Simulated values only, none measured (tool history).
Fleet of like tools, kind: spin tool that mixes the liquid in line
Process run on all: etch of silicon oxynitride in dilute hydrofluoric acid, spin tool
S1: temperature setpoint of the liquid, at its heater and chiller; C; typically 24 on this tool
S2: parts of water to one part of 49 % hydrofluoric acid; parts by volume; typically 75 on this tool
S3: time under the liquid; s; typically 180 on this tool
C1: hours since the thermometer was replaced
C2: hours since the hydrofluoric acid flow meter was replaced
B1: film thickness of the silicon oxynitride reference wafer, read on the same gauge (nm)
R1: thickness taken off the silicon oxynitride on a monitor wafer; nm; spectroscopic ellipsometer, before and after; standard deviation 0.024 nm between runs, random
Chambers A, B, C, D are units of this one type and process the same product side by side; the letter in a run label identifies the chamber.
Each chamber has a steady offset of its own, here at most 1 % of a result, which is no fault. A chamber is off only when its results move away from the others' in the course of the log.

| run | hour | S1 | S2 | S3 | C1 | C2 | B1 | R1 |
|---|---|---|---|---|---|---|---|---|
| 1D | 5.9 | 24 | 75 | 180 | 388 | 393.6 | 79.993 | 4.0297 |
| 2B | 11.2 | 24 | 75 | 180 | 1217.8 | 2447.4 | 80.019 | 4.0761 |
| 3C | 17.8 | 24 | 75 | 180 | 1116.8 | 403.1 | 80.034 | 4.0637 |
| 4A | 22.1 | 24 | 75 | 180 | 24.8 | 455 | 79.99 | 4.0395 |
| 5B | 29.2 | 24 | 75 | 180 | 1235.8 | 2465.4 | 80.038 | 4.0501 |
| 6C | 33 | 24 | 75 | 180 | 1132 | 418.3 | 79.995 | 4.0675 |
| 7A | 39.8 | 24 | 75 | 180 | 42.5 | 472.7 | 79.995 | 4.0263 |
| 8D | 44.3 | 24 | 75 | 180 | 426.4 | 432 | 80.043 | 4.0378 |
| 9C | 49.1 | 24 | 75 | 180 | 1148.1 | 434.4 | 79.998 | 4.0399 |
| 10D | 55.6 | 24 | 75 | 180 | 437.7 | 443.3 | 80.044 | 4.0449 |
|  | 57 | chamber B: hydrofluoric acid flow meter replaced |
| 11A | 59.4 | 24 | 90 | 180 | 62.1 | 492.3 | 79.959 | 3.347 |
| 12B | 66.8 | 24 | 90 | 180 | 1273.4 | 9.9 | 80.024 | 3.3921 |
| 13B | 71.9 | 24 | 90 | 180 | 1278.5 | 15 | 79.965 | 3.3363 |
| 14A | 78 | 24 | 90 | 180 | 80.7 | 510.9 | 79.977 | 3.3305 |
| 15D | 81.2 | 24 | 75 | 180 | 463.3 | 468.9 | 79.999 | 4.0615 |
| 16C | 86.9 | 24 | 75 | 180 | 1185.9 | 472.2 | 79.992 | 4.0912 |
| 17C | 91.4 | 24 | 75 | 180 | 1190.4 | 476.7 | 80.034 | 4.0297 |
| 18D | 98.1 | 20 | 75 | 180 | 480.2 | 485.8 | 80.021 | 3.3221 |
| 19B | 104 | 20 | 75 | 180 | 1310.6 | 47.1 | 80.037 | 3.358 |
| 20A | 111 | 20 | 75 | 180 | 113.7 | 543.9 | 79.987 | 3.3278 |
| 21D | 117.5 | 20 | 75 | 180 | 499.6 | 505.2 | 80.022 | 3.3498 |
| 22C | 121 | 24 | 75 | 180 | 1220 | 506.3 | 80.009 | 4.0479 |
| 23B | 126 | 24 | 75 | 220 | 1332.6 | 69.1 | 80.021 | 4.9447 |
| 24A | 131.2 | 24 | 75 | 220 | 133.9 | 564.1 | 79.976 | 4.9079 |
| 25C | 136.9 | 24 | 75 | 220 | 1235.9 | 522.2 | 80.014 | 4.9693 |
| 26A | 141.7 | 24 | 75 | 220 | 144.4 | 574.6 | 80.022 | 4.9551 |
| 27B | 145.7 | 24 | 75 | 180 | 1352.3 | 88.8 | 79.998 | 4.0501 |
| 28D | 150.3 | 24 | 75 | 180 | 532.4 | 538 | 79.948 | 4.0624 |
| 29C | 154.4 | 24 | 75 | 180 | 1253.4 | 539.7 | 79.987 | 4.0485 |

Decide between three cases: one chamber stands off from its peers, the gauge reading all wafers drifts, or nothing is wrong past each chamber's small offset. Where a chamber is off, say which and what most likely put it there.

Neither any chamber nor the gauge drifts; the chambers differ only by their own small, steady offsets.
